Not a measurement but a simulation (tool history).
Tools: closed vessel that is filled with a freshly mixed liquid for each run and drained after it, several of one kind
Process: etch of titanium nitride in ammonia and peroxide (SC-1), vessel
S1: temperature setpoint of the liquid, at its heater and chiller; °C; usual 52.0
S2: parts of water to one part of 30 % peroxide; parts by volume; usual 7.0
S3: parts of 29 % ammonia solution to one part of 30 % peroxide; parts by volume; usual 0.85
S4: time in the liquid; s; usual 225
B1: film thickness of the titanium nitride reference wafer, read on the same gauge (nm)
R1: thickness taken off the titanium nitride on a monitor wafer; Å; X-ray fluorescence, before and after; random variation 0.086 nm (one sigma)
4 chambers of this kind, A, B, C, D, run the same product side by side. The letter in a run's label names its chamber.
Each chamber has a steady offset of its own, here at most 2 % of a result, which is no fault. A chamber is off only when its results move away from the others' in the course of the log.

At hour 12.6: chamber A: thermometer replaced.
Run 1D, hour 13.4: usual settings; B1 139.99. Result: R1 115.210 Å.
Run 2A, hour 25.3: usual settings; B1 140.00. Result: R1 115.400 Å.
Run 3B, hour 37.4: usual settings; B1 139.99. Result: R1 113.130 Å.
Run 4C, hour 43.8: usual settings; B1 140.01. Result: R1 113.930 Å.
Run 5A, hour 53.7: usual settings; B1 140.00. Result: R1 116.290 Å.
Run 6B, hour 61.1: usual settings but S1 56.5 °C, S2 5.5 parts by volume; B1 140.01. Result: R1 170.000 Å.
Run 7C, hour 70.3: usual settings but S1 56.5 °C, S2 5.5 parts by volume; B1 139.97. Result: R1 172.840 Å.
Run 8D, hour 82.9: usual settings but S1 56.5 °C, S2 5.5 parts by volume; B1 139.98. Result: R1 174.750 Å.
At hour 88.6: chamber A: new drum of ammonia solution connected.
Run 9D, hour 97.1: usual settings but S1 56.5 °C, S2 5.5 parts by volume; B1 140.00. Result: R1 172.860 Å.
Run 10C, hour 109.3: usual settings; B1 140.01. Result: R1 110.540 Å.
Run 11B, hour 121.1: usual settings; B1 140.03. Result: R1 114.050 Å.
At hour 129.7: chamber D: ammonia flow meter replaced.
Run 12A, hour 132.7: usual settings but S2 5.0 parts by volume, S3 1.20 parts by volume; B1 140.01. Result: R1 139.120 Å.
Run 13B, hour 143.7: usual settings but S2 5.0 parts by volume, S3 1.20 parts by volume; B1 139.98. Result: R1 137.400 Å.
Run 14C, hour 153.5: usual settings but S2 5.0 parts by volume, S3 1.20 parts by volume; B1 140.01. Result: R1 135.540 Å.
Run 15D, hour 162.2: usual settings but S2 5.0 parts by volume, S3 1.20 parts by volume; B1 139.99. Result: R1 140.370 Å.
Run 16A, hour 173.0: usual settings; B1 140.01. Result: R1 115.590 Å.
Run 17C, hour 179.2: usual settings; B1 140.01. Result: R1 112.010 Å.
Run 18B, hour 189.4: usual settings; B1 140.00. Result: R1 113.460 Å.
At hour 194.4: chamber D: new drum of ammonia solution connected.
Run 19D, hour 198.9: usual settings; B1 139.99. Result: R1 115.130 Å.
Run 20A, hour 212.3: usual settings but S2 9.5 parts by volume, S3 1.00 parts by volume; B1 140.01. Result: R1 101.180 Å.
Run 21B, hour 224.1: usual settings but S2 9.5 parts by volume, S3 1.00 parts by volume; B1 140.02. Result: R1 100.040 Å.
Run 22A, hour 232.0: usual settings but S2 9.5 parts by volume, S3 1.00 parts by volume; B1 139.98. Result: R1 101.360 Å.
Run 23C, hour 238.1: usual settings but S2 9.5 parts by volume, S3 1.00 parts by volume; B1 140.02. Result: R1 96.901 Å.
Run 24D, hour 248.2: usual settings; B1 139.98. Result: R1 115.140 Å.
Run 25A, hour 254.6: usual settings but S3 0.70 parts by volume; B1 140.00. Result: R1 112.940 Å.
Run 26B, hour 262.0: usual settings but S3 0.70 parts by volume; B1 139.99. Result: R1 110.880 Å.
Run 27D, hour 275.7: usual settings but S3 0.70 parts by volume; B1 140.00. Result: R1 112.200 Å.
Run 28C, hour 287.9: usual settings but S3 0.70 parts by volume; B1 139.99. Result: R1 105.320 Å.
Run 29D, hour 295.7: usual settings; B1 139.98. Result: R1 116.530 Å.
Run 30C, hour 308.0: usual settings but S1 55.5 °C, S3 1.15 parts by volume; B1 140.00. Result: R1 144.940 Å.
Run 31B, hour 321.3: usual settings but S1 55.5 °C, S3 1.15 parts by volume; B1 140.03. Result: R1 150.380 Å.
Run 32A, hour 328.8: usual settings but S1 55.5 °C, S3 1.15 parts by volume; B1 140.00. Result: R1 153.160 Å.
Run 33B, hour 336.5: usual settings but S1 55.5 °C, S3 1.15 parts by volume; B1 140.00. Result: R1 149.590 Å.
Run 34C, hour 343.3: usual settings but S1 55.5 °C, S2 9.0 parts by volume; B1 140.00. Result: R1 122.690 Å.
Run 35D, hour 355.4: usual settings but S1 55.5 °C, S2 9.0 parts by volume; B1 140.01. Result: R1 130.330 Å.
Run 36A, hour 367.7: usual settings but S1 55.5 °C, S2 9.0 parts by volume; B1 139.99. Result: R1 128.860 Å.
Run 37A, hour 378.6: usual settings but S1 55.5 °C, S2 9.0 parts by volume; B1 139.99. Result: R1 129.640 Å.
Run 38D, hour 384.8: usual settings; B1 139.98. Result: R1 115.320 Å.
Run 39C, hour 394.9: usual settings; B1 140.01. Result: R1 107.900 Å.
Run 40B, hour 403.9: usual settings but S1 57.5 °C; B1 140.00. Result: R1 163.500 Å.
Run 41D, hour 417.6: usual settings but S1 57.5 °C; B1 140.00. Result: R1 168.180 Å.

Is one chamber off against the others, does the gauge drift, or is nothing wrong? If a chamber is off, say which, and what the likeliest cause is.

Chamber C drifts away from the others.
Cause: liquid colder than its thermometer reads (K) = 0.742.

Here are 4 candidates for chamber C's next run, each the usual settings with a change, their results left as question marks. Which one brings its results back in line with what the others give on the usual settings?
In line means no further than this from the other chambers' mean on the usual settings: R1 3.000 Å
Run 42C-1, hour 427.7: usual settings but S2 5.5 parts by volume. Result: R1 ?.
Run 42C-2, hour 427.7: usual settings but S1 51.0 °C, S4 215 s. Result: R1 ?.
Run 42C-3, hour 427.7: usual settings but S4 240 s. Result: R1 ?.
Run 42C-4, hour 427.7: usual settings but S2 8.0 parts by volume. Result: R1 ?.

The other chambers' mean on the usual settings: R1 114.840 Å
  run       R1
42C-1  120.370
42C-2   96.061
42C-3  115.010
42C-4  101.180
42C-3 brings the chamber back in line.
